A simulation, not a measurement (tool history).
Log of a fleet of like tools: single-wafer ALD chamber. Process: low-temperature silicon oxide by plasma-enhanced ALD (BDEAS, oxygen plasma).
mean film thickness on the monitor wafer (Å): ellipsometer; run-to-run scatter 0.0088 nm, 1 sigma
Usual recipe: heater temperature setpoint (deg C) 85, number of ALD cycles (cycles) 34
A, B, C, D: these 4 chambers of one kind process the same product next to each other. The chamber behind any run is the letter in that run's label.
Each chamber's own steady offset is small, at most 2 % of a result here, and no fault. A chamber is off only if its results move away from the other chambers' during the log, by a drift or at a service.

run     day  heater temperature setpoint (deg C)  number of ALD cycles (cycles)  hours since the last thermocouple change  read-back reference wafer on the same gauge, thickness_nm  mean film thickness on the monitor wafer (Å)
 1A   0.612                                   85                             34                                    1824.3                                                     6.0334                                        51.274
 2D   1.071                                   85                             34                                    1559.2                                                     6.0318                                        51.648
 3C   1.642                                   85                             34                                     150.9                                                     6.0357                                        51.133
 4B   2.308                                   85                             34                                     997.3                                                     6.0352                                        51.966
 5D   2.788                                   85                             34                                    1600.4                                                     6.0379                                        51.641
 6B   3.279                                   85                             34                                    1020.6                                                     6.0405                                        51.947
 7C   3.933                                   85                             34                                     205.9                                                     6.0398                                        51.095
 8A   4.317                                   80                             37                                    1913.2                                                     6.0448                                        56.694
 9D   4.658                                   80                             37                                    1645.3                                                     6.0421                                        57.339
10C   5.271                                   80                             37                                       238                                                     6.0475                                        56.593
11B   5.796                                   80                             37                                      1081                                                     6.0471                                        57.632
12A   6.196                                   85                             34                                    1958.3                                                     6.0484                                        51.329
13C   6.496                                   85                             34                                     267.4                                                     6.0474                                        51.214
14D   6.833                                   85                             34                                    1697.5                                                     6.0518                                         51.85
15A   7.142                                   85                             34                                      1981                                                     6.0544                                        51.317
16B   7.688                                   85                             34                                    1126.4                                                      6.054                                        52.172
17A   8.112                                   85                             34                                    2004.3                                                      6.056                                        51.308
18D   8.558                                   85                             34                                    1738.9                                                     6.0561                                         51.94
19C   9.008                                   85                             34                                     327.7                                                     6.0578                                        51.438
20B   9.483                                   85                             34                                    1169.5                                                     6.0601                                        52.267
21C    10.1                                   85                             34                                     353.9                                                     6.0621                                        51.219
22B  10.554                                   85                             34                                    1195.2                                                      6.063                                        52.222
23D    11.2                                   85                             34                                    1802.3                                                     6.0638                                        52.105
24A  11.829                                   85                             34                                    2093.5                                                     6.0658                                        51.477
25D  12.171                                   85                             34                                    1825.6                                                     6.0704                                        51.979
26B  12.717                                   85                             34                                    1247.1                                                     6.0713                                        52.169
27A  13.233                                   85                             34                                    2127.2                                                     6.0724                                        51.483

Decide between three cases: one chamber stands off from its peers, the gauge reading all wafers drifts, or nothing is wrong past each chamber's small offset. Where a chamber is off, say which and what most likely put it there.

None of the chambers is off. What moves is the gauge, dragging all their readings along together.
Most likely cause: gauge reads high (%) = 0.711.
